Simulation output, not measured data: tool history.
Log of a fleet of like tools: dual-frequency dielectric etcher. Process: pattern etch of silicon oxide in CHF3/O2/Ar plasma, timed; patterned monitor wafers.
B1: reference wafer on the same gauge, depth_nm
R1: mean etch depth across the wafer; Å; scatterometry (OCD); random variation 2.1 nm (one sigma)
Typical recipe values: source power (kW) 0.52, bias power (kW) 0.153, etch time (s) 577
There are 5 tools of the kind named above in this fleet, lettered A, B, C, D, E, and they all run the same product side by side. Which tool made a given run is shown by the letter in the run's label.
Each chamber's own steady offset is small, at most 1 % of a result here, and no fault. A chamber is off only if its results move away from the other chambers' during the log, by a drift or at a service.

Run 1D, hour 6: usual settings; B1 970.43. Result: R1 10291 Å.
Run 2E, hour 13.9: usual settings; B1 969.97. Result: R1 10234 Å.
Run 3B, hour 22.4: usual settings; B1 969.92. Result: R1 10192 Å.
Run 4A, hour 28.7: usual settings; B1 969.85. Result: R1 10280 Å.
Run 5C, hour 34.9: usual settings; B1 969.85. Result: R1 10231 Å.
Run 6D, hour 41.7: usual settings; B1 969.75. Result: R1 10296 Å.
Run 7B, hour 46.8: usual settings; B1 970.11. Result: R1 10172 Å.
Run 8C, hour 56.4: usual settings; B1 969.8. Result: R1 10267 Å.
Run 9E, hour 64.3: usual settings; B1 969.86. Result: R1 10256 Å.
Run 10A, hour 71.3: usual settings; B1 970.3. Result: R1 10260 Å.
Run 11A, hour 76.3: usual settings; B1 969.89. Result: R1 10328 Å.
At hour 85.8: chamber B: source power generator calibrated.
Run 12D, hour 86.9: usual settings but source power (kW) 0.58, etch time (s) 473; B1 969.68. Result: R1 8774.8 Å.
At hour 89.5: chamber D: wet clean of the chamber.
Run 13B, hour 96.4: usual settings but source power (kW) 0.58, etch time (s) 473; B1 969.86. Result: R1 8716.5 Å.
Run 14E, hour 101.7: usual settings but source power (kW) 0.58, etch time (s) 473; B1 969.9. Result: R1 8775.3 Å.
Run 15C, hour 107.7: usual settings but source power (kW) 0.58, etch time (s) 473; B1 970.21. Result: R1 8795.7 Å.
Run 16A, hour 116.8: usual settings but source power (kW) 0.58, etch time (s) 473; B1 969.51. Result: R1 8786.8 Å.
Run 17B, hour 124.3: usual settings but bias power (kW) 0.186, etch time (s) 460.5; B1 970.53. Result: R1 8676.1 Å.
Run 18C, hour 134.4: usual settings but bias power (kW) 0.186, etch time (s) 460.5; B1 970.5. Result: R1 8734.7 Å.
Run 19D, hour 143.5: usual settings but bias power (kW) 0.186, etch time (s) 460.5; B1 969.89. Result: R1 8791.1 Å.
At hour 149.7: chamber C: wet clean of the chamber.
Run 20E, hour 154.4: usual settings but bias power (kW) 0.186, etch time (s) 460.5; B1 970.07. Result: R1 8743.7 Å.
Run 21E, hour 164: usual settings but bias power (kW) 0.186, etch time (s) 460.5; B1 969.9. Result: R1 8760.3 Å.
Run 22C, hour 170.4: usual settings; B1 970.51. Result: R1 10237 Å.
Run 23A, hour 181.2: usual settings; B1 970.68. Result: R1 10274 Å.
Run 24B, hour 186.4: usual settings; B1 969.73. Result: R1 10154 Å.
Run 25D, hour 196.1: usual settings; B1 970.04. Result: R1 10295 Å.
Run 26C, hour 206.5: usual settings; B1 970.17. Result: R1 10266 Å.
Run 27A, hour 212: usual settings; B1 970.53. Result: R1 10283 Å.
Run 28D, hour 221.2: usual settings; B1 970.14. Result: R1 10338 Å.
Run 29E, hour 227.9: usual settings but source power (kW) 0.62; B1 969.56. Result: R1 11005 Å.
Run 30B, hour 233.2: usual settings but source power (kW) 0.62; B1 969.24. Result: R1 10808 Å.
Run 31E, hour 241: usual settings but source power (kW) 0.62; B1 969.96. Result: R1 11012 Å.
Run 32A, hour 251.1: usual settings but source power (kW) 0.62; B1 969.95. Result: R1 10967 Å.
Run 33C, hour 262: usual settings but source power (kW) 0.62; B1 970.15. Result: R1 10984 Å.
At hour 268.1: chamber E: wet clean of the chamber.
Run 34B, hour 269.9: usual settings; B1 969.98. Result: R1 10094 Å.
Run 35D, hour 274.8: usual settings; B1 969.6. Result: R1 10311 Å.
Run 36E, hour 285: usual settings; B1 970.25. Result: R1 10224 Å.
Run 37D, hour 292.1: usual settings; B1 970.08. Result: R1 10275 Å.
Run 38A, hour 298.2: usual settings; B1 969.71. Result: R1 10282 Å.
Run 39B, hour 305.7: usual settings; B1 970.35. Result: R1 10063 Å.
Run 40C, hour 313.1: usual settings; B1 969.99. Result: R1 10266 Å.
Run 41E, hour 323.1: usual settings; B1 970.26. Result: R1 10287 Å.
Run 42B, hour 331.8: usual settings; B1 970.69. Result: R1 10030 Å.
At hour 342.3: chamber A: wet clean of the chamber.
Run 43A, hour 342.4: usual settings; B1 970. Result: R1 10259 Å.
Run 44D, hour 353.5: usual settings; B1 970.58. Result: R1 10283 Å.

What goes on in this fleet: one chamber off, a drifting gauge, or nothing beyond the chambers' own small offsets? Name the chamber and the cause, if any.

Little by little, chamber B moves away from the other chambers.
Cause: etch rate under this chamber's usual, % = 1.46.
The log may not tell that from: source power that arrives under what is set, %; bias power that arrives under what is set, %.

Below are 4 candidate recipes for chamber B's next run, each the usual settings with a change, their results shown as question marks. Which of them brings B's results back in line with what the other chambers give on the usual settings?
Counts as in line when no further than this from what the other chambers average on the usual settings: R1 82 Å
Run 45B-1, hour 361.5: usual settings but source power (kW) 0.58. Result: R1 ?.
Run 45B-2, hour 361.5: usual settings but etch time (s) 590.5. Result: R1 ?.
Run 45B-3, hour 361.5: usual settings but etch time (s) 552. Result: R1 ?.
Run 45B-4, hour 361.5: usual settings but etch time (s) 562.5. Result: R1 ?.

Other chambers, usual settings, mean: R1 10269 Å
  run      R1
45B-1   10436
45B-2   10234
45B-3  9566.6
45B-4  9748.6
45B-2 puts the chamber back in line with the other chambers.
